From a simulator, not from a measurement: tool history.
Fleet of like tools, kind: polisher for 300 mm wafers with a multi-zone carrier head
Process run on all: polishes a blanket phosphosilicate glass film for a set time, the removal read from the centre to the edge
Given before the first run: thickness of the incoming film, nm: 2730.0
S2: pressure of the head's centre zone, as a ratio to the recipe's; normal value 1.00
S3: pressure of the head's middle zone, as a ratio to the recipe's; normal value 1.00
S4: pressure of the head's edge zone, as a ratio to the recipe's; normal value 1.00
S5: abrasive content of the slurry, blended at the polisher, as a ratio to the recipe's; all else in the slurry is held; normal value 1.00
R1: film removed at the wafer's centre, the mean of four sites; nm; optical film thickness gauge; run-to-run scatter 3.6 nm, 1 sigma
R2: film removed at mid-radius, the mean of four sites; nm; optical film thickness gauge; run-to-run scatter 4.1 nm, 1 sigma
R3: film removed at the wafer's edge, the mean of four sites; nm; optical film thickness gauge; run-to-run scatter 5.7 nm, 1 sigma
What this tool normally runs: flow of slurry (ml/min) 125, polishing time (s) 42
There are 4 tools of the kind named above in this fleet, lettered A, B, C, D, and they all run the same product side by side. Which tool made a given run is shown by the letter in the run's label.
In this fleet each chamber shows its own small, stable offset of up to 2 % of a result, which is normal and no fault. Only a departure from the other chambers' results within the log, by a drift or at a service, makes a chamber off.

At hour 1.6: chamber A: worn pad replaced by a new one.
Run 1C, hour 6.2: usual settings. Result: R1 449.53 nm, R2 451.78 nm, R3 449.82 nm.
Run 2B, hour 14.1: usual settings. Result: R1 454.27 nm, R2 455.67 nm, R3 442.50 nm.
Run 3A, hour 19.7: usual settings. Result: R1 448.72 nm, R2 455.19 nm, R3 453.59 nm.
At hour 22.7: chamber D: worn pad replaced by a new one.
Run 4D, hour 26.0: usual settings. Result: R1 453.90 nm, R2 444.10 nm, R3 455.13 nm.
Run 5B, hour 30.9: usual settings. Result: R1 459.62 nm, R2 461.95 nm, R3 446.08 nm.
Run 6D, hour 35.3: usual settings. Result: R1 450.54 nm, R2 455.04 nm, R3 452.19 nm.
At hour 41.8: chamber B: worn pad replaced by a new one.
Run 7A, hour 43.1: usual settings. Result: R1 445.26 nm, R2 448.65 nm, R3 452.22 nm.
Run 8C, hour 50.7: usual settings. Result: R1 456.66 nm, R2 444.80 nm, R3 446.58 nm.
Run 9D, hour 58.7: usual settings but flow of slurry (ml/min) 160. Result: R1 481.28 nm, R2 480.09 nm, R3 469.15 nm.
Run 10B, hour 65.5: usual settings but flow of slurry (ml/min) 160. Result: R1 478.56 nm, R2 486.24 nm, R3 478.68 nm.
Run 11C, hour 70.3: usual settings but flow of slurry (ml/min) 160. Result: R1 480.09 nm, R2 474.84 nm, R3 471.76 nm.
At hour 72.0: chamber D: centre zone pressure recalibrated.
Run 12A, hour 74.8: usual settings but flow of slurry (ml/min) 160. Result: R1 471.11 nm, R2 474.86 nm, R3 463.45 nm.
At hour 77.1: chamber A: worn pad replaced by a new one.
Run 13C, hour 79.1: usual settings but S4 1.09. Result: R1 449.83 nm, R2 448.43 nm, R3 469.81 nm.
At hour 83.0: chamber C: worn pad replaced by a new one.
Run 14D, hour 83.2: usual settings but S4 1.09. Result: R1 436.92 nm, R2 452.51 nm, R3 464.63 nm.
Run 15A, hour 86.8: usual settings but S4 1.09. Result: R1 451.93 nm, R2 444.33 nm, R3 469.56 nm.
Run 16B, hour 94.9: usual settings but S4 1.09. Result: R1 460.45 nm, R2 456.60 nm, R3 469.94 nm.
At hour 98.3: chamber D: worn pad replaced by a new one.
Run 17B, hour 102.0: usual settings but flow of slurry (ml/min) 155. Result: R1 475.70 nm, R2 469.05 nm, R3 477.59 nm.
At hour 107.5: chamber B: slurry nozzle cleaned.
Run 18A, hour 108.5: usual settings but flow of slurry (ml/min) 155. Result: R1 468.58 nm, R2 464.90 nm, R3 481.27 nm.
At hour 109.7: chamber B: worn pad replaced by a new one.
Run 19C, hour 115.5: usual settings but flow of slurry (ml/min) 155. Result: R1 472.35 nm, R2 481.34 nm, R3 461.51 nm.
Run 20D, hour 121.1: usual settings but flow of slurry (ml/min) 155. Result: R1 447.07 nm, R2 475.22 nm, R3 464.36 nm.
Run 21A, hour 124.7: usual settings. Result: R1 451.00 nm, R2 453.73 nm, R3 457.34 nm.
Run 22C, hour 130.0: usual settings. Result: R1 452.48 nm, R2 447.81 nm, R3 445.19 nm.
Run 23B, hour 135.6: usual settings. Result: R1 453.59 nm, R2 450.53 nm, R3 454.51 nm.
At hour 137.8: chamber A: worn pad replaced by a new one.
Run 24D, hour 142.0: usual settings. Result: R1 429.42 nm, R2 448.32 nm, R3 450.11 nm.
Run 25A, hour 146.5: usual settings. Result: R1 447.95 nm, R2 438.65 nm, R3 464.80 nm.
Run 26D, hour 151.6: usual settings but S2 0.91, S3 0.93. Result: R1 394.30 nm, R2 421.73 nm, R3 447.22 nm.
Run 27B, hour 155.8: usual settings but S2 0.91, S3 0.93. Result: R1 414.32 nm, R2 421.21 nm, R3 440.10 nm.
At hour 158.5: chamber A: slurry nozzle cleaned.
Run 28C, hour 159.9: usual settings but S2 0.91, S3 0.93. Result: R1 407.05 nm, R2 418.84 nm, R3 448.96 nm.
Run 29C, hour 164.8: usual settings but S2 0.91, S3 0.93. Result: R1 410.50 nm, R2 419.34 nm, R3 458.38 nm.
At hour 170.5: chamber C: worn pad replaced by a new one.
Run 30D, hour 170.8: usual settings. Result: R1 433.82 nm, R2 452.47 nm, R3 444.97 nm.
At hour 171.7: chamber B: worn pad replaced by a new one.
Run 31A, hour 174.8: usual settings. Result: R1 450.59 nm, R2 445.03 nm, R3 456.64 nm.
At hour 175.6: chamber D: worn pad replaced by a new one.
Run 32B, hour 178.9: usual settings. Result: R1 458.37 nm, R2 447.41 nm, R3 461.12 nm.
Run 33A, hour 183.1: usual settings. Result: R1 452.45 nm, R2 447.80 nm, R3 451.90 nm.
Run 34B, hour 191.1: usual settings. Result: R1 458.45 nm, R2 458.29 nm, R3 451.96 nm.
Run 35D, hour 197.8: usual settings. Result: R1 431.31 nm, R2 451.58 nm, R3 435.29 nm.
Run 36C, hour 202.1: usual settings but S5 0.85, polishing time (s) 32. Result: R1 320.78 nm, R2 319.40 nm, R3 317.99 nm.
At hour 203.8: chamber A: worn pad replaced by a new one.
Run 37B, hour 206.1: usual settings but S5 0.85, polishing time (s) 32. Result: R1 323.69 nm, R2 323.01 nm, R3 321.22 nm.
Run 38A, hour 214.3: usual settings but S5 0.85, polishing time (s) 32. Result: R1 315.04 nm, R2 312.11 nm, R3 328.53 nm.
Run 39D, hour 218.3: usual settings but S5 0.85, polishing time (s) 32. Result: R1 306.69 nm, R2 312.48 nm, R3 316.25 nm.
Run 40C, hour 224.2: usual settings. Result: R1 453.14 nm, R2 451.27 nm, R3 450.47 nm.
Run 41A, hour 228.8: usual settings. Result: R1 451.02 nm, R2 452.90 nm, R3 454.97 nm.
Run 42D, hour 235.0: usual settings. Result: R1 437.02 nm, R2 441.49 nm, R3 449.61 nm.

All chambers now run identical settings, listed one chamber a line with results as question marks. What results will each chamber show?
Run 43A, hour 240.9: usual settings. Result: R1 ?, R2 ?, R3 ?.
Run 43B, hour 240.9: usual settings. Result: R1 ?, R2 ?, R3 ?.
Run 43C, hour 240.9: usual settings. Result: R1 ?, R2 ?, R3 ?.
Run 43D, hour 240.9: usual settings. Result: R1 ?, R2 ?, R3 ?.

run      R1      R2      R3
43A  451.22  448.12  450.01
43B  456.19  452.63  455.69
43C  455.06  443.71  453.80
43D  432.97  454.17  459.91
